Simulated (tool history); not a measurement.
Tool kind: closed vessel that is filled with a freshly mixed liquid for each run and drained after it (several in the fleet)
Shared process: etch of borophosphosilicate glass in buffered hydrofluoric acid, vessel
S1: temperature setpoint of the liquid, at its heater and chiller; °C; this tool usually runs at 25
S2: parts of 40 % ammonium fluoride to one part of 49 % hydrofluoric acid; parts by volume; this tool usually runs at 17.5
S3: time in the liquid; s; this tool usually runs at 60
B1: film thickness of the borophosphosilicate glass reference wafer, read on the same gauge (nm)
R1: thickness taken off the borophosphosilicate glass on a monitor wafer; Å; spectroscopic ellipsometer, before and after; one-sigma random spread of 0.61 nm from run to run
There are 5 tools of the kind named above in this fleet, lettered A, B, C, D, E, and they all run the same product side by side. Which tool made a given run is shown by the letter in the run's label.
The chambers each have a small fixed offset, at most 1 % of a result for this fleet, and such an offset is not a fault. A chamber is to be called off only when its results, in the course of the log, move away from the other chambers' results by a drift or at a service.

run	day	S1	S2	S3	B1	R1
1B	0.196	25	17.5	60	150.01	768.51
2D	0.379	25	17.5	60	150	761.82
3E	0.671	25	17.5	60	150	772.03
4A	0.962	25	17.5	60	150	762.63
5C	1.133	25	17.5	60	149.99	768.45
6D	1.35	25	17.5	60	150	762.19
7E	1.629	25	17.5	60	150.01	769.22
# day 1.688: chamber A: hydrofluoric acid flow meter replaced
8C	1.767	25	17.5	60	150	757.22
9B	1.908	25	17.5	60	150.01	749.84
10A	2.204	25	17.5	60	150.01	761.84
11E	2.475	25	17.5	60	150.01	770.51
12D	2.771	25	17.5	60	149.99	759.75
13A	2.912	20.5	17.5	60	150.03	584.92
14C	3.088	20.5	17.5	60	150	594.96
15B	3.221	20.5	17.5	60	150	600.36
16E	3.412	20.5	17.5	60	150.02	606.6
17A	3.658	20.5	17.5	60	149.98	599.16
18B	3.95	25	17.5	60	150.03	767.85
19C	4.242	22	19.5	60	149.99	568.85
20D	4.492	22	19.5	60	150.02	574.5
21B	4.671	22	19.5	60	150.03	586.37
22E	4.896	22	19.5	60	149.99	581.3
23D	5.171	22	19.5	60	150	572.02
24C	5.3	22.5	17.5	35	150	387.4
25A	5.492	22.5	17.5	35	150.01	391.15
26B	5.712	22.5	17.5	35	149.97	389.85
27E	5.962	22.5	17.5	35	150	392.49
28C	6.188	22.5	17.5	35	149.99	385.81
29A	6.429	25	17.5	60	150.03	762.32
30D	6.642	25	17.5	60	150	761.26
31A	6.808	25	17.5	60	150.01	770.88
32C	7.083	25	17.5	60	150	763.83
33E	7.229	25	17.5	60	150	760.24
34D	7.454	25	17.5	60	149.99	756.76
35B	7.729	25	17.5	60	149.99	766.72
36D	7.912	25	17.5	60	150.02	761.15
37B	8.133	25	17.5	60	150	757.27
38A	8.354	25	17.5	60	150.01	780.39

All chambers now run identical settings, listed one chamber a line with results as question marks. What results will each chamber show?
39A	8.567	25	17.5	60		?
39B	8.567	25	17.5	60		?
39C	8.567	25	17.5	60		?
39D	8.567	25	17.5	60		?
39E	8.567	25	17.5	60		?

run	R1
39A	772.25
39B	762.66
39C	757.71
39D	755.99
39E	762.88

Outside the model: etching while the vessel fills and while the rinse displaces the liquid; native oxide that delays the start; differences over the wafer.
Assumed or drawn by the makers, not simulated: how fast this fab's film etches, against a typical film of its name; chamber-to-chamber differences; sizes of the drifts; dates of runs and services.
